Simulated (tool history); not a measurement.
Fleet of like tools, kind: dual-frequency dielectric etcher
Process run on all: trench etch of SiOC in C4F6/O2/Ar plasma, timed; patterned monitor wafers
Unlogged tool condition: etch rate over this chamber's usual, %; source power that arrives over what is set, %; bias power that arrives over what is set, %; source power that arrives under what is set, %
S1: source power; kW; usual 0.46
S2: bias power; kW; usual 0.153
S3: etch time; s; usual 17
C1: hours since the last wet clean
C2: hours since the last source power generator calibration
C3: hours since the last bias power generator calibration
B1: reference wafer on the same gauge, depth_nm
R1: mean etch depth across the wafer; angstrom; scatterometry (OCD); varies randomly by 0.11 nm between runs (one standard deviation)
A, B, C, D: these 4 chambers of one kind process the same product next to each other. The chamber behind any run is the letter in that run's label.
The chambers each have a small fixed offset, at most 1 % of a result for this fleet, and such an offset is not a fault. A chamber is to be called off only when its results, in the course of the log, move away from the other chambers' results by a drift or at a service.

Run 1B, hour 4.1: usual settings; C1 87; C2 582.6; C3 562.5; B1 31.002. Result: R1 350.42 angstrom.
Run 2A, hour 9.5: usual settings; C1 258.1; C2 1162.6; C3 2344.5; B1 31. Result: R1 355.07 angstrom.
At hour 12.3: chamber C: wet clean of the chamber.
Run 3C, hour 14.6: usual settings; C1 2.3; C2 711.6; C3 2432.8; B1 30.991. Result: R1 354.15 angstrom.
Run 4D, hour 22.2: usual settings; C1 264.8; C2 368.9; C3 2013.9; B1 31.003. Result: R1 352.07 angstrom.
Run 5C, hour 29.7: usual settings; C1 17.4; C2 726.7; C3 2447.9; B1 30.97. Result: R1 356.23 angstrom.
Run 6D, hour 35.7: usual settings; C1 278.3; C2 382.4; C3 2027.4; B1 31.007. Result: R1 354.88 angstrom.
Run 7A, hour 43.2: usual settings; C1 291.8; C2 1196.3; C3 2378.2; B1 31.002. Result: R1 355.1 angstrom.
Run 8B, hour 50.4: usual settings; C1 133.3; C2 628.9; C3 608.8; B1 30.981. Result: R1 349.78 angstrom.
Run 9D, hour 57.1: usual settings but S1 0.39 kW, S3 13.5 s; C1 299.7; C2 403.8; C3 2048.8; B1 30.971. Result: R1 262.25 angstrom.
Run 10B, hour 62.7: usual settings but S1 0.39 kW, S3 13.5 s; C1 145.6; C2 641.2; C3 621.1; B1 30.992. Result: R1 260.99 angstrom.
Run 11C, hour 70.5: usual settings but S1 0.39 kW, S3 13.5 s; C1 58.2; C2 767.5; C3 2488.7; B1 31.002. Result: R1 263.18 angstrom.
Run 12A, hour 78.3: usual settings but S1 0.39 kW, S3 13.5 s; C1 326.9; C2 1231.4; C3 2413.3; B1 30.996. Result: R1 264.73 angstrom.
Run 13B, hour 83.6: usual settings; C1 166.5; C2 662.1; C3 642; B1 30.977. Result: R1 351.82 angstrom.
Run 14A, hour 87.4: usual settings; C1 336; C2 1240.5; C3 2422.4; B1 30.987. Result: R1 355.87 angstrom.
At hour 91: chamber D: wet clean of the chamber.
Run 15D, hour 95.8: usual settings; C1 4.9; C2 442.5; C3 2087.5; B1 31.014. Result: R1 361.9 angstrom.
Run 16C, hour 100.5: usual settings; C1 88.2; C2 797.5; C3 2518.7; B1 30.999. Result: R1 354.97 angstrom.
Run 17D, hour 104.7: usual settings; C1 13.8; C2 451.4; C3 2096.4; B1 31.012. Result: R1 362.14 angstrom.
Run 18C, hour 109.9: usual settings; C1 97.6; C2 806.9; C3 2528.1; B1 31.001. Result: R1 355.87 angstrom.
Run 19B, hour 115.9: usual settings; C1 198.8; C2 694.4; C3 674.3; B1 31.019. Result: R1 352.86 angstrom.
Run 20A, hour 120.9: usual settings; C1 369.5; C2 1274; C3 2455.9; B1 30.995. Result: R1 355.35 angstrom.
Run 21B, hour 128.8: usual settings; C1 211.7; C2 707.3; C3 687.2; B1 30.99. Result: R1 351.19 angstrom.
Run 22A, hour 134.4: usual settings; C1 383; C2 1287.5; C3 2469.4; B1 31.012. Result: R1 354.03 angstrom.
Run 23D, hour 139.3: usual settings; C1 48.4; C2 486; C3 2131; B1 31.006. Result: R1 361.05 angstrom.
Run 24C, hour 143.3: usual settings; C1 131; C2 840.3; C3 2561.5; B1 30.994. Result: R1 356.63 angstrom.
Run 25D, hour 148.6: usual settings but S1 0.42 kW, S2 0.128 kW; C1 57.7; C2 495.3; C3 2140.3; B1 31.001. Result: R1 331.44 angstrom.
Run 26A, hour 154.5: usual settings but S1 0.42 kW, S2 0.128 kW; C1 403.1; C2 1307.6; C3 2489.5; B1 31.019. Result: R1 324.53 angstrom.
Run 27B, hour 159.6: usual settings but S1 0.42 kW, S2 0.128 kW; C1 242.5; C2 738.1; C3 718; B1 31.017. Result: R1 322.88 angstrom.
Run 28C, hour 164.5: usual settings but S1 0.42 kW, S2 0.128 kW; C1 152.2; C2 861.5; C3 2582.7; B1 30.994. Result: R1 324.78 angstrom.
Run 29D, hour 169.5: usual settings; C1 78.6; C2 516.2; C3 2161.2; B1 30.986. Result: R1 361.44 angstrom.
Run 30B, hour 177.6: usual settings; C1 260.5; C2 756.1; C3 736; B1 31.007. Result: R1 352.84 angstrom.
Run 31C, hour 181.5: usual settings; C1 169.2; C2 878.5; C3 2599.7; B1 31.012. Result: R1 352.92 angstrom.

One chamber off, gauge drift, or nothing amiss beyond the chambers' own small offsets? If it is a chamber, which one, and what is the likeliest cause?

Chamber D has stood off from the others ever since a service on it.
Cause: etch rate over this chamber's usual, % = 2.11.

Which of the 4 candidates below, each the usual settings with something changed and its results left as question marks, puts chamber D back in line with what the other chambers give on the usual settings?
In line here means within this much of the mean the other chambers give on the usual settings: R1 3.7 angstrom
Run 32D-1, hour 187.6: usual settings but S1 0.45 kW, S2 0.152 kW, S3 16.5 s. Result: R1 ?.
Run 32D-2, hour 187.6: usual settings but S1 0.44 kW, S2 0.149 kW. Result: R1 ?.
Run 32D-3, hour 187.6: usual settings but S2 0.175 kW. Result: R1 ?.
Run 32D-4, hour 187.6: usual settings but S1 0.48 kW, S2 0.157 kW. Result: R1 ?.

Average result of the remaining chambers running the usual settings: R1 353.86 angstrom
  run      R1
32D-1  347.17
32D-2  352.42
32D-3  376.52
32D-4  370.54
The right change is 32D-2: it brings the chamber back within the allowed miss of the others.

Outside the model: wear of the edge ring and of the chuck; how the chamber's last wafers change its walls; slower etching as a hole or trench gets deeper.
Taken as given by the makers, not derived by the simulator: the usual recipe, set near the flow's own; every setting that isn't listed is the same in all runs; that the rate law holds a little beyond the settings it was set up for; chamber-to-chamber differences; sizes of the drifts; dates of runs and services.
